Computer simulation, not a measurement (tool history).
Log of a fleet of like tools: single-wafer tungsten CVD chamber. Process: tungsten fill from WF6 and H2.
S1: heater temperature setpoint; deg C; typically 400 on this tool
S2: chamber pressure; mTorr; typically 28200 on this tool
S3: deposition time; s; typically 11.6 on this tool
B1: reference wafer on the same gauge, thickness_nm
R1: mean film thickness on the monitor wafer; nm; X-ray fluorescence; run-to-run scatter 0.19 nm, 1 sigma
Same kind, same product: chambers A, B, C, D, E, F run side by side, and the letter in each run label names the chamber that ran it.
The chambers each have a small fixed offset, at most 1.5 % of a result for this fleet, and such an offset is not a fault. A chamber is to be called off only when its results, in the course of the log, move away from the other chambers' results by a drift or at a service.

| run | day | S1 | S2 | S3 | B1 | R1 |
|---|---|---|---|---|---|---|
| 1C | 0.267 | 400 | 28200 | 11.6 | 32.382 | 32.319 |
| 2E | 0.408 | 400 | 28200 | 11.6 | 32.416 | 32.852 |
| 3F | 0.671 | 400 | 28200 | 11.6 | 32.447 | 32.613 |
| 4A | 0.917 | 400 | 28200 | 11.6 | 32.354 | 32.378 |
| 5B | 1.133 | 400 | 28200 | 11.6 | 32.379 | 32.881 |
| 6D | 1.254 | 400 | 28200 | 11.6 | 32.423 | 32.359 |
| 7A | 1.467 | 400 | 28200 | 11.6 | 32.339 | 32.494 |
| 8C | 1.654 | 400 | 28200 | 9.3 | 32.37 | 25.834 |
| 9B | 1.817 | 400 | 28200 | 9.3 | 32.412 | 26.202 |
| 10E | 2.054 | 400 | 28200 | 9.3 | 32.418 | 26.267 |
| 11F | 2.283 | 400 | 28200 | 9.3 | 32.353 | 25.801 |
| 12D | 2.525 | 400 | 28200 | 9.3 | 32.363 | 25.925 |
| 13B | 2.704 | 400 | 28200 | 9.3 | 32.366 | 26.079 |
| 14A | 2.904 | 400 | 28200 | 11.6 | 32.403 | 32.374 |
| 15D | 3.071 | 400 | 28200 | 11.6 | 32.446 | 32.843 |
| 16C | 3.208 | 400 | 28200 | 11.6 | 32.39 | 32.302 |
| 17F | 3.358 | 400 | 28200 | 11.6 | 32.376 | 32.44 |
| 18E | 3.483 | 400 | 28200 | 11.6 | 32.36 | 32.61 |
|  | 3.571 | chamber F: thermocouple changed; heater temperature recalibrated |
| 19B | 3.667 | 400 | 28200 | 11.6 | 32.391 | 32.751 |
| 20E | 3.85 | 400 | 28200 | 11.6 | 32.371 | 32.519 |
| 21C | 4.025 | 400 | 28200 | 11.6 | 32.393 | 31.869 |
| 22F | 4.271 | 400 | 28200 | 11.6 | 32.382 | 34.597 |
|  | 4.483 | chamber B: capacitance manometer re-zeroed and calibrated |
| 23D | 4.533 | 400 | 28200 | 11.6 | 32.375 | 32.572 |
| 24A | 4.658 | 400 | 28200 | 11.6 | 32.391 | 32.608 |
| 25C | 4.775 | 400 | 28200 | 11.6 | 32.43 | 31.931 |
| 26E | 4.988 | 400 | 28200 | 11.6 | 32.41 | 32.746 |
| 27D | 5.25 | 400 | 28200 | 11.6 | 32.383 | 32.502 |
| 28A | 5.471 | 400 | 25100 | 11.6 | 32.431 | 30.823 |
| 29F | 5.662 | 400 | 25100 | 11.6 | 32.384 | 32.593 |
| 30B | 5.838 | 400 | 25100 | 11.6 | 32.38 | 30.886 |
|  | 5.854 | chamber D: thermocouple changed; heater temperature recalibrated |
| 31C | 6.017 | 400 | 25100 | 11.6 | 32.422 | 30.613 |
| 32D | 6.158 | 400 | 25100 | 11.6 | 32.404 | 30.389 |
| 33A | 6.417 | 400 | 25100 | 11.6 | 32.348 | 30.808 |
| 34F | 6.662 | 400 | 28200 | 11.6 | 32.425 | 34.674 |
| 35E | 6.912 | 400 | 28200 | 11.6 | 32.38 | 33.019 |
| 36B | 7.171 | 400 | 28200 | 11.6 | 32.421 | 32.71 |
| 37A | 7.317 | 400 | 28200 | 11.6 | 32.406 | 32.49 |
| 38C | 7.475 | 400 | 33200 | 11.6 | 32.365 | 35.008 |

Next, every chamber runs the same settings. What will each give?
| 39A | 7.667 | 406 | 28200 | 11.6 |  | ? |
| 39B | 7.667 | 406 | 28200 | 11.6 |  | ? |
| 39C | 7.667 | 406 | 28200 | 11.6 |  | ? |
| 39D | 7.667 | 406 | 28200 | 11.6 |  | ? |
| 39E | 7.667 | 406 | 28200 | 11.6 |  | ? |
| 39F | 7.667 | 406 | 28200 | 11.6 |  | ? |

| run | R1 |
|---|---|
| 39A | 36.346 |
| 39B | 36.488 |
| 39C | 35.626 |
| 39D | 36.05 |
| 39E | 36.347 |
| 39F | 38.246 |
